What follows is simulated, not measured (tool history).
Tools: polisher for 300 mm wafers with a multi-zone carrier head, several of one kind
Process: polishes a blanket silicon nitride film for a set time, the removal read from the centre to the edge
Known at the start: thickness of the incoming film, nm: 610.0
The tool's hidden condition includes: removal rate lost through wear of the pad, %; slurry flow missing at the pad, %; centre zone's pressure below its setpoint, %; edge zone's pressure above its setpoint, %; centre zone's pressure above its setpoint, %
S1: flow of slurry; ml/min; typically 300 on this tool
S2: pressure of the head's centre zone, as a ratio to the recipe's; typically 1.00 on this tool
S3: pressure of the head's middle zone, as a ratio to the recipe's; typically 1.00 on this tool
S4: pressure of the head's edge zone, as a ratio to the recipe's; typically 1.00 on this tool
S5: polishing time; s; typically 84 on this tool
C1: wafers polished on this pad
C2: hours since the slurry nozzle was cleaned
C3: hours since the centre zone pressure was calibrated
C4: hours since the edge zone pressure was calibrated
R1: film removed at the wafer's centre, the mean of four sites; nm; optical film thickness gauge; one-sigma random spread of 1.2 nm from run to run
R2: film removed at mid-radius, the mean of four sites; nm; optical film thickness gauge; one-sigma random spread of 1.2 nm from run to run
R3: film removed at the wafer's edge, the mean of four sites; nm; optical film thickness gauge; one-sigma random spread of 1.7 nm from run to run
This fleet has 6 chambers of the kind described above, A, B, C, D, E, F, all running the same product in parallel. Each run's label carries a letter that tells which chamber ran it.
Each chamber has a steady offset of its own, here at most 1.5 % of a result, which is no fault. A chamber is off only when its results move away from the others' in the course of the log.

-- hour=6.5 chamber D: worn pad replaced by a new one
-- hour=12.5 chamber B: worn pad replaced by a new one
run 1D hour=14.7 | S1=300 S2=1.00 S3=1.00 S4=1.00 S5=84 | C1=42 C2=189.8 C3=637.6 C4=188.2 | R1=151.76 R2=153.53 R3=155.11
run 2B hour=22.3 | S1=300 S2=1.00 S3=1.00 S4=1.00 S5=84 | C1=49 C2=361.0 C3=571.9 C4=737.4 | R1=153.88 R2=153.19 R3=151.80
-- hour=29.6 chamber D: centre zone pressure recalibrated
run 3A hour=32.1 | S1=300 S2=1.00 S3=1.00 S4=1.00 S5=84 | C1=794 C2=410.3 C3=723.3 C4=430.3 | R1=153.43 R2=154.77 R3=158.41
-- hour=34.7 chamber A: worn pad replaced by a new one
run 4E hour=43.7 | S1=300 S2=1.00 S3=1.00 S4=1.00 S5=84 | C1=854 C2=619.5 C3=854.6 C4=1111.0 | R1=153.07 R2=152.65 R3=154.00
-- hour=46.5 chamber F: slurry nozzle cleaned
run 5C hour=53.2 | S1=300 S2=1.00 S3=1.00 S4=1.00 S5=84 | C1=327 C2=241.2 C3=307.2 C4=203.8 | R1=151.66 R2=153.73 R3=154.18
run 6F hour=63.2 | S1=300 S2=1.00 S3=1.00 S4=1.00 S5=84 | C1=501 C2=16.8 C3=774.1 C4=849.7 | R1=153.08 R2=152.11 R3=154.93
-- hour=68.8 chamber E: worn pad replaced by a new one
run 7B hour=76.5 | S1=300 S2=1.00 S3=1.00 S4=1.00 S5=84 | C1=324 C2=415.2 C3=626.1 C4=791.6 | R1=152.86 R2=152.93 R3=151.88
-- hour=81.4 chamber E: edge zone pressure recalibrated
run 8E hour=86.9 | S1=300 S2=1.00 S3=1.00 S4=1.00 S5=84 | C1=91 C2=662.7 C3=897.8 C4=5.6 | R1=155.26 R2=153.15 R3=157.05
-- hour=88.6 chamber F: worn pad replaced by a new one
run 9A hour=97.8 | S1=300 S2=1.00 S3=1.00 S4=1.00 S5=84 | C1=320 C2=476.0 C3=789.0 C4=496.0 | R1=155.82 R2=152.95 R3=153.66
run 10C hour=113.3 | S1=300 S2=1.00 S3=1.00 S4=1.00 S5=84 | C1=632 C2=301.3 C3=367.3 C4=263.9 | R1=151.94 R2=152.93 R3=155.06
-- hour=121.3 chamber C: worn pad replaced by a new one
run 11D hour=124.2 | S1=300 S2=1.09 S3=1.00 S4=1.07 S5=84 | C1=597 C2=299.3 C3=94.7 C4=297.7 | R1=167.87 R2=153.12 R3=161.42
run 12F hour=139.6 | S1=300 S2=1.09 S3=1.00 S4=1.07 S5=84 | C1=259 C2=93.2 C3=850.5 C4=926.1 | R1=165.24 R2=153.11 R3=159.90
-- hour=142.8 chamber D: worn pad replaced by a new one
-- hour=145.4 chamber B: worn pad replaced by a new one
run 13E hour=148.5 | S1=300 S2=1.09 S3=1.00 S4=1.07 S5=84 | C1=404 C2=724.3 C3=959.4 C4=67.2 | R1=167.09 R2=150.04 R3=162.00
run 14F hour=161.6 | S1=300 S2=1.09 S3=1.00 S4=1.07 S5=84 | C1=370 C2=115.2 C3=872.5 C4=948.1 | R1=166.57 R2=153.07 R3=160.76
-- hour=164.4 chamber E: centre zone pressure recalibrated
-- hour=168.2 chamber E: slurry nozzle cleaned
-- hour=168.3 chamber B: edge zone pressure recalibrated
run 15D hour=177.3 | S1=300 S2=1.09 S3=1.00 S4=1.07 S5=84 | C1=175 C2=352.4 C3=147.8 C4=350.8 | R1=169.97 R2=153.35 R3=161.08
-- hour=184.6 chamber A: worn pad replaced by a new one
run 16B hour=188.9 | S1=300 S2=1.09 S3=1.00 S4=1.07 S5=84 | C1=221 C2=527.6 C3=738.5 C4=20.6 | R1=170.89 R2=151.80 R3=158.61
-- hour=193.1 chamber D: slurry nozzle cleaned
-- hour=194.7 chamber F: worn pad replaced by a new one
run 17C hour=204.5 | S1=300 S2=1.00 S3=1.00 S4=1.00 S5=84 | C1=422 C2=392.5 C3=458.5 C4=355.1 | R1=152.09 R2=153.99 R3=156.00
-- hour=210.8 chamber A: slurry nozzle cleaned
-- hour=211.4 chamber F: edge zone pressure recalibrated
run 18A hour=211.6 | S1=300 S2=1.00 S3=1.00 S4=1.00 S5=84 | C1=137 C2=0.8 C3=902.8 C4=609.8 | R1=153.22 R2=154.30 R3=155.33
run 19B hour=226.8 | S1=300 S2=1.00 S3=1.00 S4=1.00 S5=84 | C1=413 C2=565.5 C3=776.4 C4=58.5 | R1=154.79 R2=151.07 R3=152.93
run 20C hour=241.6 | S1=300 S2=1.00 S3=1.00 S4=1.00 S5=84 | C1=610 C2=429.6 C3=495.6 C4=392.2 | R1=152.49 R2=153.47 R3=155.85
-- hour=242.5 chamber E: worn pad replaced by a new one
-- hour=242.5 chamber C: worn pad replaced by a new one
run 21D hour=255.8 | S1=300 S2=1.00 S3=1.00 S4=1.00 S5=84 | C1=573 C2=62.7 C3=226.3 C4=429.3 | R1=152.35 R2=152.74 R3=155.84
-- hour=264.8 chamber B: worn pad replaced by a new one
run 22F hour=265.2 | S1=300 S2=1.00 S3=1.00 S4=1.00 S5=84 | C1=357 C2=218.8 C3=976.1 C4=53.9 | R1=152.22 R2=152.35 R3=152.33
run 23A hour=276.0 | S1=300 S2=1.00 S3=1.00 S4=1.00 S5=84 | C1=463 C2=65.2 C3=967.2 C4=674.2 | R1=155.18 R2=154.44 R3=154.11
run 24E hour=287.1 | S1=240 S2=1.00 S3=1.11 S4=1.00 S5=84 | C1=226 C2=118.9 C3=122.7 C4=205.8 | R1=147.32 R2=162.91 R3=150.76
run 25A hour=295.8 | S1=240 S2=1.00 S3=1.11 S4=1.00 S5=84 | C1=564 C2=85.0 C3=987.0 C4=694.0 | R1=150.39 R2=164.78 R3=148.06
-- hour=300.8 chamber C: slurry nozzle cleaned
-- hour=301.6 chamber D: worn pad replaced by a new one
run 26E hour=308.5 | S1=240 S2=1.00 S3=1.11 S4=1.00 S5=84 | C1=335 C2=140.3 C3=144.1 C4=227.2 | R1=148.06 R2=164.50 R3=151.98
-- hour=311.5 chamber F: worn pad replaced by a new one
run 27C hour=317.6 | S1=240 S2=1.00 S3=1.11 S4=1.00 S5=84 | C1=381 C2=16.9 C3=571.6 C4=468.2 | R1=147.65 R2=166.01 R3=149.81
-- hour=321.8 chamber A: worn pad replaced by a new one
-- hour=324.5 chamber C: centre zone pressure recalibrated
run 28B hour=324.6 | S1=240 S2=1.00 S3=1.11 S4=1.00 S5=84 | C1=303 C2=663.3 C3=874.2 C4=156.3 | R1=149.20 R2=163.62 R3=149.80
run 29D hour=331.7 | S1=240 S2=1.00 S3=1.11 S4=1.00 S5=84 | C1=152 C2=138.6 C3=302.2 C4=505.2 | R1=149.34 R2=164.44 R3=152.99
run 30F hour=341.5 | S1=300 S2=1.00 S3=1.00 S4=1.07 S5=71 | C1=152 C2=295.1 C3=1052.4 C4=130.2 | R1=128.08 R2=131.44 R3=138.44
-- hour=343.7 chamber C: edge zone pressure recalibrated
run 31A hour=354.9 | S1=300 S2=1.00 S3=1.00 S4=1.07 S5=71 | C1=168 C2=144.1 C3=1046.1 C4=753.1 | R1=131.14 R2=130.03 R3=135.23
run 32E hour=369.0 | S1=300 S2=1.00 S3=1.00 S4=1.07 S5=71 | C1=642 C2=200.8 C3=204.6 C4=287.7 | R1=128.83 R2=128.57 R3=136.20
-- hour=370.4 chamber C: worn pad replaced by a new one
-- hour=375.9 chamber B: worn pad replaced by a new one
run 33B hour=379.2 | S1=300 S2=1.00 S3=1.00 S4=1.07 S5=71 | C1=17 C2=717.9 C3=928.8 C4=210.9 | R1=131.16 R2=127.49 R3=134.60
-- hour=385.2 chamber B: slurry nozzle cleaned
run 34F hour=393.0 | S1=300 S2=1.00 S3=1.00 S4=1.07 S5=71 | C1=413 C2=346.6 C3=1103.9 C4=181.7 | R1=128.23 R2=129.57 R3=134.93
run 35C hour=402.7 | S1=300 S2=1.00 S3=1.00 S4=1.07 S5=71 | C1=164 C2=102.0 C3=78.2 C4=59.0 | R1=129.38 R2=129.76 R3=135.14
run 36D hour=411.5 | S1=300 S2=1.00 S3=1.00 S4=1.00 S5=84 | C1=557 C2=218.4 C3=382.0 C4=585.0 | R1=151.71 R2=155.23 R3=158.51
run 37B hour=425.9 | S1=245 S2=1.00 S3=1.00 S4=1.00 S5=84 | C1=254 C2=40.7 C3=975.5 C4=257.6 | R1=149.68 R2=147.56 R3=151.62
run 38F hour=436.3 | S1=245 S2=1.00 S3=1.00 S4=1.00 S5=84 | C1=633 C2=389.9 C3=1147.2 C4=225.0 | R1=148.43 R2=150.54 R3=149.52
run 39A hour=445.5 | S1=245 S2=1.00 S3=1.00 S4=1.00 S5=84 | C1=627 C2=234.7 C3=1136.7 C4=843.7 | R1=149.16 R2=151.03 R3=152.51
run 40C hour=460.6 | S1=245 S2=1.00 S3=1.00 S4=1.00 S5=84 | C1=458 C2=159.9 C3=136.1 C4=116.9 | R1=148.99 R2=151.83 R3=152.42

Read the log: is a single chamber off, either drifting away or since a service, is the gauge that measures every chamber drifting, or is nothing wrong beyond small per-chamber offsets? Name any odd chamber and what most likely caused it.

No chamber is off and the gauge is stable; the differences are just each chamber's small, constant offset.
